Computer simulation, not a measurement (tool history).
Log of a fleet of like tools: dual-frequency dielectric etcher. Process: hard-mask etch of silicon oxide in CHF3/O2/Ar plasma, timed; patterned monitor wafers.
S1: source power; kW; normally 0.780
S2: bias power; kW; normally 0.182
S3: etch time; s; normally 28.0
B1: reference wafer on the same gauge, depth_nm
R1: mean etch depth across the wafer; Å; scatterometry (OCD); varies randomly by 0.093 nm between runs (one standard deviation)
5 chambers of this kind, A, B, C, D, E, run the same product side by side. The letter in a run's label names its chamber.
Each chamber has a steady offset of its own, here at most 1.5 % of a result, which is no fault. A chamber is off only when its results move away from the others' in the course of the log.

run   hour     S1     S2    S3      B1      R1
 1B   10.2  0.780  0.182  28.0  52.104  619.09
 2A   18.5  0.780  0.182  28.0  52.122  612.49
 3C   26.0  0.780  0.182  28.0  52.148  606.50
 4D   32.0  0.780  0.182  28.0  52.107  606.25
 5E   41.6  0.780  0.201  31.0  52.159  699.60
 6E   52.4  0.780  0.201  31.0  52.139  701.85
 7D   59.7  0.780  0.201  31.0  52.162  694.91
 8A   67.9  0.780  0.201  31.0  52.175  703.12
 9B   76.1  0.780  0.201  31.0  52.185  708.21
10C   82.8  0.780  0.182  28.0  52.185  607.69
11B   92.5  0.780  0.182  28.0  52.209  620.17
12E   98.3  0.780  0.182  28.0  52.214  612.36
13C  105.6  0.780  0.182  28.0  52.206  609.52
14A  116.3  0.780  0.182  28.0  52.208  614.05
15D  122.0  0.780  0.182  28.0  52.237  607.40
16D  128.7  0.610  0.151  28.0  52.270  520.94
17E  134.1  0.610  0.151  28.0  52.249  524.75
18C  139.7  0.610  0.151  28.0  52.252  521.17
19B  149.4  0.610  0.151  28.0  52.250  531.78
20A  155.2  0.610  0.151  28.0  52.271  527.04
21D  161.3  0.780  0.182  28.0  52.293  610.08
22B  166.7  0.780  0.182  28.0  52.296  621.89
23A  174.5  0.780  0.182  28.0  52.298  615.14
24E  180.7  0.780  0.182  28.0  52.284  614.14
25C  187.7  0.780  0.182  28.0  52.285  608.65
     192.3  -- chamber A: wet clean of the chamber
26E  195.3  0.780  0.182  28.0  52.299  615.08
27C  200.3  0.780  0.182  28.0  52.332  608.80
28A  206.8  0.780  0.182  28.0  52.337  615.23
29D  217.4  0.780  0.182  28.0  52.326  609.39
30B  223.8  0.780  0.182  28.0  52.311  622.06
31A  228.9  0.780  0.182  28.0  52.338  615.67
32B  233.7  0.780  0.199  23.5  52.346  538.14
     237.6  -- chamber D: wet clean of the chamber
33C  244.7  0.780  0.199  23.5  52.368  527.52
34D  250.2  0.780  0.199  23.5  52.361  528.14
     254.6  -- chamber E: wet clean of the chamber
35E  259.2  0.780  0.199  23.5  52.386  533.82
36B  269.0  0.780  0.199  23.5  52.410  539.21
37A  273.9  0.780  0.182  28.0  52.406  616.67
38C  281.4  0.780  0.182  28.0  52.412  611.43
39E  288.8  0.780  0.182  28.0  52.401  614.46
40D  294.0  0.780  0.182  28.0  52.418  611.17

Each of the 5 chambers runs these same settings next. Fill in every chamber's results:
41A  301.9  0.780  0.182  35.0       ?
41B  301.9  0.780  0.182  35.0       ?
41C  301.9  0.780  0.182  35.0       ?
41D  301.9  0.780  0.182  35.0       ?
41E  301.9  0.780  0.182  35.0       ?

run      R1
41A  770.34
41B  778.44
41C  763.07
41D  763.02
41E  769.26

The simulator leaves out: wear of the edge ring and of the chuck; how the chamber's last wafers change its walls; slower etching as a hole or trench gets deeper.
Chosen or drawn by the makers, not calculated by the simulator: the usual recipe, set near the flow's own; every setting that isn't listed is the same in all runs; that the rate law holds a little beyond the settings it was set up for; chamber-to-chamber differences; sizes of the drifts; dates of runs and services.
